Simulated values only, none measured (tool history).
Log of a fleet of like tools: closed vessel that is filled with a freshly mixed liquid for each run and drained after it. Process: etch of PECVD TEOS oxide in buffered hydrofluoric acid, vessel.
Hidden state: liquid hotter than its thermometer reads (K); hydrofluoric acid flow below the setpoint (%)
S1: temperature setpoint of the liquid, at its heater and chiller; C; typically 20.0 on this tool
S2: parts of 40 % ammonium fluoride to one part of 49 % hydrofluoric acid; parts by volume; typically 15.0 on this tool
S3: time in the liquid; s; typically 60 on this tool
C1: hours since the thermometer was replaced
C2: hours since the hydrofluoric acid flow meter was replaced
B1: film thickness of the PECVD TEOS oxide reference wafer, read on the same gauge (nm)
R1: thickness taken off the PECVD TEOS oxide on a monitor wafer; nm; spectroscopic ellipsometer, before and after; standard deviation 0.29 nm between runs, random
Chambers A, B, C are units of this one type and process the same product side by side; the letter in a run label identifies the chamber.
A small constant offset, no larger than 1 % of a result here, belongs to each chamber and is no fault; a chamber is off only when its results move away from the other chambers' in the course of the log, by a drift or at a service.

run   hour    S1    S2  S3     C1     C2      B1      R1
 1C   13.5  20.0  15.0  60  140.6  100.6  80.007  39.928
 2A   23.3  20.0  15.0  60  227.4  699.8  79.988  40.696
 3B   33.0  20.0  15.0  60  316.2  551.8  79.995  40.622
      41.1  -- chamber A: hydrofluoric acid flow meter replaced
 4B   41.2  20.0  15.0  60  324.4  560.0  79.997  40.040
 5C   54.5  20.0  15.0  60  181.6  141.6  80.008  39.924
 6A   62.5  20.0  15.0  60  266.6   21.4  80.003  40.384
 7A   74.2  20.0  15.0  60  278.3   33.1  80.000  40.716
 8C   83.3  20.0  15.0  30  210.4  170.4  80.009  19.903
 9B   94.3  20.0  15.0  30  377.5  613.1  80.008  20.048
10A  101.1  20.0  15.0  30  305.2   60.0  79.985  20.141
11C  113.4  20.0  15.0  60  240.5  200.5  80.009  39.825
12B  120.0  20.0  15.0  60  403.2  638.8  80.009  40.650
13C  126.4  20.0  15.0  60  253.5  213.5  79.997  39.736
14A  133.6  20.0  15.0  60  337.7   92.5  79.987  40.240
15B  142.7  20.0  15.0  60  425.9  661.5  80.000  40.197
16C  154.3  24.5  15.0  30  281.4  241.4  79.999  25.439
17B  160.9  24.5  15.0  30  444.1  679.7  79.986  25.724
18A  170.0  24.5  15.0  30  374.1  128.9  79.998  26.036
19B  181.8  20.0  15.0  60  465.0  700.6  80.006  40.014
20C  195.2  20.0  15.0  60  322.3  282.3  80.003  40.025
21A  201.4  24.5  15.0  60  405.5  160.3  80.007  51.634
22B  211.1  24.5  15.0  60  494.3  729.9  80.008  51.048
23C  225.1  24.5  15.0  60  352.2  312.2  79.996  51.452
24A  235.9  20.0  15.0  60  440.0  194.8  80.004  40.609
25A  244.0  20.0  15.0  60  448.1  202.9  79.982  40.219
26C  253.3  20.0  15.0  60  380.4  340.4  80.001  39.572
27B  267.2  20.0  15.0  60  550.4  786.0  80.008  39.927
28B  274.9  20.0  15.0  60  558.1  793.7  80.004  39.622
29C  287.0  20.0  15.0  60  414.1  374.1  79.981  39.872
30A  297.7  20.0  15.0  60  501.8  256.6  79.998  40.356
31A  309.0  20.0  15.0  60  513.1  267.9  79.991  40.223
32B  319.1  20.0  15.0  60  602.3  837.9  80.022  40.212
33C  332.2  20.0  15.0  60  459.3  419.3  80.008  40.209
34B  342.0  20.0  20.5  75  625.2  860.8  79.995  37.635
35A  353.3  20.0  20.5  75  557.4  312.2  79.997  37.040
36C  362.1  20.0  20.5  75  489.2  449.2  80.009  37.050
37A  375.0  20.0  15.0  60  579.1  333.9  80.001  40.231
38C  388.1  20.0  15.0  60  515.2  475.2  79.999  39.814
39B  397.9  20.0  10.0  60  681.1  916.7  80.002  60.065

Each of the 3 chambers runs these same settings next. Fill in every chamber's results:
40A  408.0  20.0  15.0  60               ?
40B  408.0  20.0  15.0  60               ?
40C  408.0  20.0  15.0  60               ?

run      R1
40A  40.308
40B  40.233
40C  39.290
